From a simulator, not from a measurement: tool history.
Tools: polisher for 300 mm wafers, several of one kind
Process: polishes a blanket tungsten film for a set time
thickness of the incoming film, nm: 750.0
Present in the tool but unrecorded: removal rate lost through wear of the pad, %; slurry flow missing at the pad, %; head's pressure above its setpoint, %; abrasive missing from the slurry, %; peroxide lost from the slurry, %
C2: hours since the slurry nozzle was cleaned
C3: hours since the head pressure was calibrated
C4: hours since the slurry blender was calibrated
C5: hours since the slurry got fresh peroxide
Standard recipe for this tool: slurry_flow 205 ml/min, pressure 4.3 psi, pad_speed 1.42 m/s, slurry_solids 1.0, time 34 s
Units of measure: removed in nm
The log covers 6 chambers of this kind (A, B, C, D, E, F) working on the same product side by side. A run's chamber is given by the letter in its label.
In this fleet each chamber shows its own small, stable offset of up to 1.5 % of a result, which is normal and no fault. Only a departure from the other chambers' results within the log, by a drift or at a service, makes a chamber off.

{"hour": 3.0, "done": "chamber C: slurry tank refilled with fresh slurry and peroxide"}
{"run": "1F", "hour": 8.2, "slurry_flow": 205, "pressure": 4.3, "pad_speed": 1.42, "slurry_solids": 1.0, "time": 34, "wafers polished on this pad": 428, "C2": 928.0, "C3": 24.1, "C4": 22.5, "C5": 21.7, "removed": 302.18}
{"hour": 12.0, "done": "chamber D: slurry tank refilled with fresh slurry and peroxide"}
{"hour": 14.2, "done": "chamber F: slurry nozzle cleaned"}
{"run": "2D", "hour": 19.5, "slurry_flow": 205, "pressure": 4.3, "pad_speed": 1.42, "slurry_solids": 1.0, "time": 34, "wafers polished on this pad": 754, "C2": 223.3, "C3": 827.7, "C4": 324.3, "C5": 7.5, "removed": 295.24}
{"hour": 20.1, "done": "chamber A: worn pad replaced by a new one"}
{"hour": 28.4, "done": "chamber D: worn pad replaced by a new one"}
{"run": "3A", "hour": 29.0, "slurry_flow": 205, "pressure": 4.3, "pad_speed": 1.42, "slurry_solids": 1.0, "time": 34, "wafers polished on this pad": 106, "C2": 488.4, "C3": 209.2, "C4": 299.8, "C5": 34.1, "removed": 300.83}
{"hour": 33.8, "done": "chamber C: worn pad replaced by a new one"}
{"run": "4B", "hour": 34.4, "slurry_flow": 205, "pressure": 4.3, "pad_speed": 1.42, "slurry_solids": 1.0, "time": 34, "wafers polished on this pad": 439, "C2": 408.4, "C3": 678.0, "C4": 52.0, "C5": 59.4, "removed": 302.69}
{"run": "5C", "hour": 44.1, "slurry_flow": 205, "pressure": 4.3, "pad_speed": 1.42, "slurry_solids": 1.0, "time": 34, "wafers polished on this pad": 123, "C2": 219.2, "C3": 824.7, "C4": 202.7, "C5": 41.1, "removed": 299.17}
{"hour": 49.2, "done": "chamber F: slurry tank refilled with fresh slurry and peroxide"}
{"run": "6E", "hour": 49.8, "slurry_flow": 205, "pressure": 4.3, "pad_speed": 1.42, "slurry_solids": 1.0, "time": 34, "wafers polished on this pad": 794, "C2": 166.0, "C3": 455.5, "C4": 207.7, "C5": 103.1, "removed": 300.9}
{"hour": 53.5, "done": "chamber E: worn pad replaced by a new one"}
{"run": "7F", "hour": 58.2, "slurry_flow": 205, "pressure": 4.3, "pad_speed": 1.42, "slurry_solids": 1.0, "time": 34, "wafers polished on this pad": 1021, "C2": 44.1, "C3": 74.1, "C4": 72.5, "C5": 9.1, "removed": 293.77}
{"hour": 60.0, "done": "chamber D: slurry blender recalibrated"}
{"hour": 61.0, "done": "chamber E: slurry blender recalibrated"}
{"run": "8D", "hour": 66.9, "slurry_flow": 205, "pressure": 4.3, "pad_speed": 1.42, "slurry_solids": 1.0, "time": 34, "wafers polished on this pad": 456, "C2": 270.7, "C3": 875.1, "C4": 6.9, "C5": 54.9, "removed": 295.98}
{"run": "9A", "hour": 72.8, "slurry_flow": 205, "pressure": 4.3, "pad_speed": 1.42, "slurry_solids": 1.0, "time": 34, "wafers polished on this pad": 625, "C2": 532.2, "C3": 253.0, "C4": 343.6, "C5": 77.9, "removed": 299.73}
{"hour": 81.8, "done": "chamber F: worn pad replaced by a new one"}
{"run": "10B", "hour": 83.6, "slurry_flow": 205, "pressure": 4.3, "pad_speed": 1.42, "slurry_solids": 1.0, "time": 34, "wafers polished on this pad": 1023, "C2": 457.6, "C3": 727.2, "C4": 101.2, "C5": 108.6, "removed": 297.91}
{"hour": 87.4, "done": "chamber E: slurry tank refilled with fresh slurry and peroxide"}
{"hour": 87.9, "done": "chamber C: slurry nozzle cleaned"}
{"run": "11C", "hour": 90.1, "slurry_flow": 180, "pressure": 5.0, "pad_speed": 1.42, "slurry_solids": 1.0, "time": 34, "wafers polished on this pad": 668, "C2": 2.3, "C3": 870.7, "C4": 248.7, "C5": 87.1, "removed": 341.71}
{"run": "12E", "hour": 95.2, "slurry_flow": 180, "pressure": 5.0, "pad_speed": 1.42, "slurry_solids": 1.0, "time": 34, "wafers polished on this pad": 494, "C2": 211.4, "C3": 500.9, "C4": 34.2, "C5": 7.8, "removed": 345.26}
{"hour": 98.6, "done": "chamber D: worn pad replaced by a new one"}
{"run": "13D", "hour": 100.5, "slurry_flow": 180, "pressure": 5.0, "pad_speed": 1.42, "slurry_solids": 1.0, "time": 34, "wafers polished on this pad": 22, "C2": 304.3, "C3": 908.7, "C4": 40.5, "C5": 88.5, "removed": 338.12}
{"run": "14A", "hour": 106.6, "slurry_flow": 180, "pressure": 5.0, "pad_speed": 1.42, "slurry_solids": 1.0, "time": 34, "wafers polished on this pad": 1026, "C2": 566.0, "C3": 286.8, "C4": 377.4, "C5": 111.7, "removed": 334.83}
{"hour": 107.0, "done": "chamber A: worn pad replaced by a new one"}
{"hour": 115.1, "done": "chamber B: worn pad replaced by a new one"}
{"run": "15F", "hour": 117.8, "slurry_flow": 180, "pressure": 5.0, "pad_speed": 1.42, "slurry_solids": 1.0, "time": 34, "wafers polished on this pad": 427, "C2": 103.7, "C3": 133.7, "C4": 132.1, "C5": 68.7, "removed": 339.37}
{"hour": 118.0, "done": "chamber F: slurry tank refilled with fresh slurry and peroxide"}
{"hour": 118.8, "done": "chamber C: slurry tank refilled with fresh slurry and peroxide"}
{"hour": 122.2, "done": "chamber E: worn pad replaced by a new one"}
{"run": "16B", "hour": 127.1, "slurry_flow": 180, "pressure": 5.0, "pad_speed": 1.42, "slurry_solids": 1.0, "time": 34, "wafers polished on this pad": 143, "C2": 501.1, "C3": 770.7, "C4": 144.7, "C5": 152.1, "removed": 334.39}
{"hour": 131.9, "done": "chamber F: slurry blender recalibrated"}
{"hour": 136.4, "done": "chamber A: slurry blender recalibrated"}
{"run": "17E", "hour": 138.1, "slurry_flow": 205, "pressure": 4.3, "pad_speed": 1.42, "slurry_solids": 0.8, "time": 34, "wafers polished on this pad": 189, "C2": 254.3, "C3": 543.8, "C4": 77.1, "C5": 50.7, "removed": 282.79}
{"run": "18C", "hour": 144.7, "slurry_flow": 205, "pressure": 4.3, "pad_speed": 1.42, "slurry_solids": 0.8, "time": 34, "wafers polished on this pad": 1316, "C2": 56.9, "C3": 925.3, "C4": 303.3, "C5": 25.9, "removed": 287.04}
{"run": "19D", "hour": 150.3, "slurry_flow": 205, "pressure": 4.3, "pad_speed": 1.42, "slurry_solids": 0.8, "time": 34, "wafers polished on this pad": 613, "C2": 354.1, "C3": 958.5, "C4": 90.3, "C5": 138.3, "removed": 278.13}
{"hour": 155.3, "done": "chamber D: head pressure recalibrated"}
{"run": "20F", "hour": 159.4, "slurry_flow": 205, "pressure": 4.3, "pad_speed": 1.42, "slurry_solids": 0.8, "time": 34, "wafers polished on this pad": 921, "C2": 145.3, "C3": 175.3, "C4": 27.5, "C5": 41.4, "removed": 292.56}
{"hour": 161.2, "done": "chamber A: slurry tank refilled with fresh slurry and peroxide"}
{"hour": 166.1, "done": "chamber D: slurry tank refilled with fresh slurry and peroxide"}
{"run": "21C", "hour": 168.0, "slurry_flow": 205, "pressure": 4.3, "pad_speed": 1.42, "slurry_solids": 0.8, "time": 34, "wafers polished on this pad": 1592, "C2": 80.2, "C3": 948.6, "C4": 326.6, "C5": 49.2, "removed": 284.89}
{"hour": 176.3, "done": "chamber C: worn pad replaced by a new one"}
{"run": "22B", "hour": 179.1, "slurry_flow": 205, "pressure": 4.3, "pad_speed": 1.42, "slurry_solids": 0.8, "time": 34, "wafers polished on this pad": 760, "C2": 553.1, "C3": 822.7, "C4": 196.7, "C5": 204.1, "removed": 273.48}
{"hour": 187.9, "done": "chamber D: worn pad replaced by a new one"}
{"hour": 188.1, "done": "chamber F: worn pad replaced by a new one"}
{"run": "23A", "hour": 188.2, "slurry_flow": 205, "pressure": 4.3, "pad_speed": 1.42, "slurry_solids": 1.0, "time": 27, "wafers polished on this pad": 963, "C2": 647.6, "C3": 368.4, "C4": 51.9, "C5": 27.0, "removed": 237.43}
{"hour": 190.4, "done": "chamber E: worn pad replaced by a new one"}
{"hour": 192.2, "done": "chamber F: slurry tank refilled with fresh slurry and peroxide"}
{"run": "24E", "hour": 196.5, "slurry_flow": 205, "pressure": 4.3, "pad_speed": 1.42, "slurry_solids": 1.0, "time": 27, "wafers polished on this pad": 73, "C2": 312.7, "C3": 602.2, "C4": 135.5, "C5": 109.1, "removed": 241.29}
{"run": "25D", "hour": 203.9, "slurry_flow": 205, "pressure": 4.3, "pad_speed": 1.42, "slurry_solids": 1.0, "time": 27, "wafers polished on this pad": 190, "C2": 407.7, "C3": 48.7, "C4": 143.9, "C5": 37.9, "removed": 233.96}
{"run": "26C", "hour": 209.2, "slurry_flow": 205, "pressure": 4.3, "pad_speed": 1.42, "slurry_solids": 1.0, "time": 27, "wafers polished on this pad": 391, "C2": 121.4, "C3": 989.8, "C4": 367.8, "C5": 90.4, "removed": 232.59}
{"hour": 209.6, "done": "chamber A: worn pad replaced by a new one"}
{"run": "27E", "hour": 217.8, "slurry_flow": 205, "pressure": 4.3, "pad_speed": 1.42, "slurry_solids": 1.0, "time": 27, "wafers polished on this pad": 325, "C2": 334.0, "C3": 623.5, "C4": 156.8, "C5": 130.4, "removed": 241.56}
{"run": "28F", "hour": 223.9, "slurry_flow": 205, "pressure": 4.3, "pad_speed": 1.42, "slurry_solids": 1.0, "time": 27, "wafers polished on this pad": 425, "C2": 209.8, "C3": 239.8, "C4": 92.0, "C5": 31.7, "removed": 238.24}
{"hour": 227.0, "done": "chamber A: slurry nozzle cleaned"}
{"run": "29A", "hour": 233.7, "slurry_flow": 205, "pressure": 4.3, "pad_speed": 1.42, "slurry_solids": 1.0, "time": 34, "wafers polished on this pad": 286, "C2": 6.8, "C3": 413.9, "C4": 97.4, "C5": 72.5, "removed": 301.89}
{"hour": 237.3, "done": "chamber E: slurry tank refilled with fresh slurry and peroxide"}
{"run": "30B", "hour": 239.3, "slurry_flow": 205, "pressure": 4.3, "pad_speed": 1.42, "slurry_solids": 1.0, "time": 34, "wafers polished on this pad": 1474, "C2": 613.3, "C3": 882.9, "C4": 256.9, "C5": 264.3, "removed": 274.34}
{"hour": 244.0, "done": "chamber C: slurry tank refilled with fresh slurry and peroxide"}
{"run": "31D", "hour": 248.0, "slurry_flow": 205, "pressure": 4.3, "pad_speed": 1.42, "slurry_solids": 1.0, "time": 34, "wafers polished on this pad": 714, "C2": 451.8, "C3": 92.8, "C4": 188.0, "C5": 82.0, "removed": 292.2}
{"hour": 250.8, "done": "chamber F: slurry tank refilled with fresh slurry and peroxide"}
{"hour": 252.8, "done": "chamber B: worn pad replaced by a new one"}
{"hour": 253.4, "done": "chamber B: head pressure recalibrated"}
{"run": "32A", "hour": 255.4, "slurry_flow": 205, "pressure": 4.3, "pad_speed": 1.42, "slurry_solids": 1.0, "time": 34, "wafers polished on this pad": 543, "C2": 28.5, "C3": 435.6, "C4": 119.1, "C5": 94.2, "removed": 296.48}
{"hour": 259.7, "done": "chamber E: worn pad replaced by a new one"}
{"run": "33C", "hour": 263.1, "slurry_flow": 205, "pressure": 4.3, "pad_speed": 1.42, "slurry_solids": 1.0, "time": 34, "wafers polished on this pad": 1030, "C2": 175.3, "C3": 1043.7, "C4": 421.7, "C5": 19.1, "removed": 301.38}
{"hour": 268.3, "done": "chamber D: worn pad replaced by a new one"}
{"run": "34F", "hour": 269.8, "slurry_flow": 205, "pressure": 4.3, "pad_speed": 1.42, "slurry_solids": 1.0, "time": 34, "wafers polished on this pad": 970, "C2": 255.7, "C3": 285.7, "C4": 137.9, "C5": 19.0, "removed": 302.86}
{"run": "35E", "hour": 278.8, "slurry_flow": 205, "pressure": 4.3, "pad_speed": 1.42, "slurry_solids": 1.0, "time": 34, "wafers polished on this pad": 227, "C2": 395.0, "C3": 684.5, "C4": 217.8, "C5": 41.6, "removed": 303.45}
{"hour": 279.4, "done": "chamber F: slurry blender recalibrated"}
{"hour": 286.9, "done": "chamber F: worn pad replaced by a new one"}
{"hour": 286.9, "done": "chamber C: slurry nozzle cleaned"}
{"run": "36B", "hour": 287.8, "slurry_flow": 205, "pressure": 4.3, "pad_speed": 1.42, "slurry_solids": 1.0, "time": 34, "wafers polished on this pad": 415, "C2": 661.8, "C3": 34.4, "C4": 305.4, "C5": 312.8, "removed": 278.91}
{"hour": 293.6, "done": "chamber C: slurry blender recalibrated"}
{"run": "37D", "hour": 294.0, "slurry_flow": 205, "pressure": 4.3, "pad_speed": 1.42, "slurry_solids": 1.0, "time": 34, "wafers polished on this pad": 305, "C2": 497.8, "C3": 138.8, "C4": 234.0, "C5": 128.0, "removed": 294.96}
{"hour": 299.5, "done": "chamber C: worn pad replaced by a new one"}
{"run": "38A", "hour": 300.8, "slurry_flow": 205, "pressure": 4.3, "pad_speed": 1.42, "slurry_solids": 1.0, "time": 34, "wafers polished on this pad": 1082, "C2": 73.9, "C3": 481.0, "C4": 164.5, "C5": 139.6, "removed": 301.58}
{"run": "39B", "hour": 309.8, "slurry_flow": 205, "pressure": 4.3, "pad_speed": 1.42, "slurry_solids": 0.7, "time": 34, "wafers polished on this pad": 676, "C2": 683.8, "C3": 56.4, "C4": 327.4, "C5": 334.8, "removed": 258.03}
{"hour": 315.8, "done": "chamber F: slurry tank refilled with fresh slurry and peroxide"}
{"run": "40F", "hour": 317.4, "slurry_flow": 205, "pressure": 4.3, "pad_speed": 1.42, "slurry_solids": 0.7, "time": 34, "wafers polished on this pad": 362, "C2": 303.3, "C3": 333.3, "C4": 38.0, "C5": 1.7, "removed": 278.85}
{"run": "41C", "hour": 325.6, "slurry_flow": 205, "pressure": 4.3, "pad_speed": 1.42, "slurry_solids": 0.7, "time": 34, "wafers polished on this pad": 310, "C2": 38.8, "C3": 1106.2, "C4": 32.0, "C5": 81.6, "removed": 282.74}
{"hour": 331.0, "done": "chamber E: slurry blender recalibrated"}
{"run": "42E", "hour": 331.9, "slurry_flow": 205, "pressure": 4.3, "pad_speed": 1.42, "slurry_solids": 0.7, "time": 34, "wafers polished on this pad": 857, "C2": 448.1, "C3": 737.6, "C4": 1.0, "C5": 94.7, "removed": 275.58}

Next, all 6 chambers run the settings below, one line each with question marks for the results. What does each chamber give?
{"run": "43A", "hour": 340.3, "slurry_flow": 205, "pressure": 5.2, "pad_speed": 1.42, "slurry_solids": 1.0, "time": 34, "removed": "?"}
{"run": "43B", "hour": 340.3, "slurry_flow": 205, "pressure": 5.2, "pad_speed": 1.42, "slurry_solids": 1.0, "time": 34, "removed": "?"}
{"run": "43C", "hour": 340.3, "slurry_flow": 205, "pressure": 5.2, "pad_speed": 1.42, "slurry_solids": 1.0, "time": 34, "removed": "?"}
{"run": "43D", "hour": 340.3, "slurry_flow": 205, "pressure": 5.2, "pad_speed": 1.42, "slurry_solids": 1.0, "time": 34, "removed": "?"}
{"run": "43E", "hour": 340.3, "slurry_flow": 205, "pressure": 5.2, "pad_speed": 1.42, "slurry_solids": 1.0, "time": 34, "removed": "?"}
{"run": "43F", "hour": 340.3, "slurry_flow": 205, "pressure": 5.2, "pad_speed": 1.42, "slurry_solids": 1.0, "time": 34, "removed": "?"}

run=43A removed=356.79
run=43B removed=328.51
run=43C removed=363.36
run=43D removed=357.20
run=43E removed=362.99
run=43F removed=358.10

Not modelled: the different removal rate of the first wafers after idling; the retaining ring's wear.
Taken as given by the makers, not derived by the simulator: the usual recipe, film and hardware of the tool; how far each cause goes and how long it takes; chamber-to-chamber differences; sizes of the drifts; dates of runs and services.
